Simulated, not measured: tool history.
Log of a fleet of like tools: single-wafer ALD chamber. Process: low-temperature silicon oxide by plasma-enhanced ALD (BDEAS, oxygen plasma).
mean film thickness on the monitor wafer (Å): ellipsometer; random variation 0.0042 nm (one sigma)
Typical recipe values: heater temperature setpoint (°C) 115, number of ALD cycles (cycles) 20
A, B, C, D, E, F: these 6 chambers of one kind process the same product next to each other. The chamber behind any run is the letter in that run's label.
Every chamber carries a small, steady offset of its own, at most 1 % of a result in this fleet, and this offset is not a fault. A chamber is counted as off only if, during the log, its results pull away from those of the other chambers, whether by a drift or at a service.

| run | day | heater temperature setpoint (°C) | number of ALD cycles (cycles) | read-back reference wafer on the same gauge, thickness_nm | mean film thickness on the monitor wafer (Å) |
|---|---|---|---|---|---|
| 1C | 0.262 | 115 | 20 | 2.8002 | 27.714 |
| 2E | 0.454 | 115 | 20 | 2.7999 | 27.788 |
| 3D | 0.712 | 115 | 20 | 2.7978 | 28.090 |
| 4A | 0.858 | 115 | 20 | 2.7984 | 27.826 |
| 5F | 1.050 | 115 | 20 | 2.7978 | 27.760 |
| 6B | 1.262 | 115 | 20 | 2.7977 | 27.767 |
| 7E | 1.500 | 115 | 20 | 2.7970 | 27.829 |
| 8F | 1.650 | 115 | 20 | 2.7972 | 27.711 |
| 9C | 1.888 | 115 | 20 | 2.7970 | 27.674 |
| 10B | 2.133 | 115 | 20 | 2.7964 | 27.801 |
| 11A | 2.288 | 115 | 20 | 2.7939 | 27.835 |
| 12D | 2.554 | 115 | 20 | 2.7949 | 27.984 |
| 13C | 2.746 | 115 | 20 | 2.7953 | 27.633 |
| 14A | 3.017 | 115 | 20 | 2.7938 | 27.857 |
| 15F | 3.192 | 107 | 20 | 2.7928 | 28.195 |
| 16B | 3.321 | 107 | 20 | 2.7941 | 28.144 |
| 17D | 3.492 | 107 | 20 | 2.7941 | 28.385 |
| 18E | 3.646 | 107 | 20 | 2.7925 | 28.174 |
| 19C | 3.842 | 107 | 20 | 2.7926 | 28.087 |
| 20B | 4.038 | 107 | 20 | 2.7927 | 28.244 |
| 21A | 4.229 | 115 | 20 | 2.7916 | 27.737 |
| 22D | 4.446 | 115 | 20 | 2.7909 | 27.903 |
| 23F | 4.729 | 115 | 20 | 2.7902 | 27.691 |
| 24E | 4.904 | 123 | 20 | 2.7901 | 27.270 |
| 25B | 5.179 | 123 | 20 | 2.7905 | 27.350 |
| 26E | 5.304 | 123 | 20 | 2.7898 | 27.321 |
| 27F | 5.496 | 123 | 20 | 2.7896 | 27.243 |
| 28C | 5.704 | 123 | 20 | 2.7882 | 27.189 |
| 29D | 5.858 | 123 | 20 | 2.7882 | 27.495 |
|  | 6.046 | chamber A: thermocouple changed; heater temperature recalibrated |
| 30A | 6.133 | 115 | 20 | 2.7898 | 27.854 |
| 31C | 6.396 | 115 | 20 | 2.7875 | 27.669 |
| 32A | 6.533 | 115 | 20 | 2.7876 | 27.811 |
| 33E | 6.729 | 105 | 20 | 2.7870 | 28.232 |
| 34D | 6.892 | 105 | 20 | 2.7869 | 28.437 |
| 35F | 7.096 | 105 | 20 | 2.7870 | 28.215 |
| 36B | 7.325 | 105 | 20 | 2.7867 | 28.209 |
| 37A | 7.538 | 105 | 20 | 2.7854 | 28.333 |
| 38F | 7.783 | 105 | 20 | 2.7847 | 28.142 |
| 39D | 8.000 | 115 | 22 | 2.7851 | 30.721 |
| 40B | 8.188 | 115 | 22 | 2.7849 | 30.364 |
| 41C | 8.362 | 115 | 22 | 2.7840 | 30.291 |
| 42E | 8.554 | 115 | 22 | 2.7835 | 30.467 |
| 43E | 8.796 | 115 | 22 | 2.7829 | 30.542 |

One chamber off, gauge drift, or nothing amiss beyond the chambers' own small offsets? If it is a chamber, which one, and what is the likeliest cause?

No chamber is off; the gauge reading every chamber's wafers drifts, which makes the whole fleet appear to move together.
Most likely cause: gauge reads low (%) = 0.617.

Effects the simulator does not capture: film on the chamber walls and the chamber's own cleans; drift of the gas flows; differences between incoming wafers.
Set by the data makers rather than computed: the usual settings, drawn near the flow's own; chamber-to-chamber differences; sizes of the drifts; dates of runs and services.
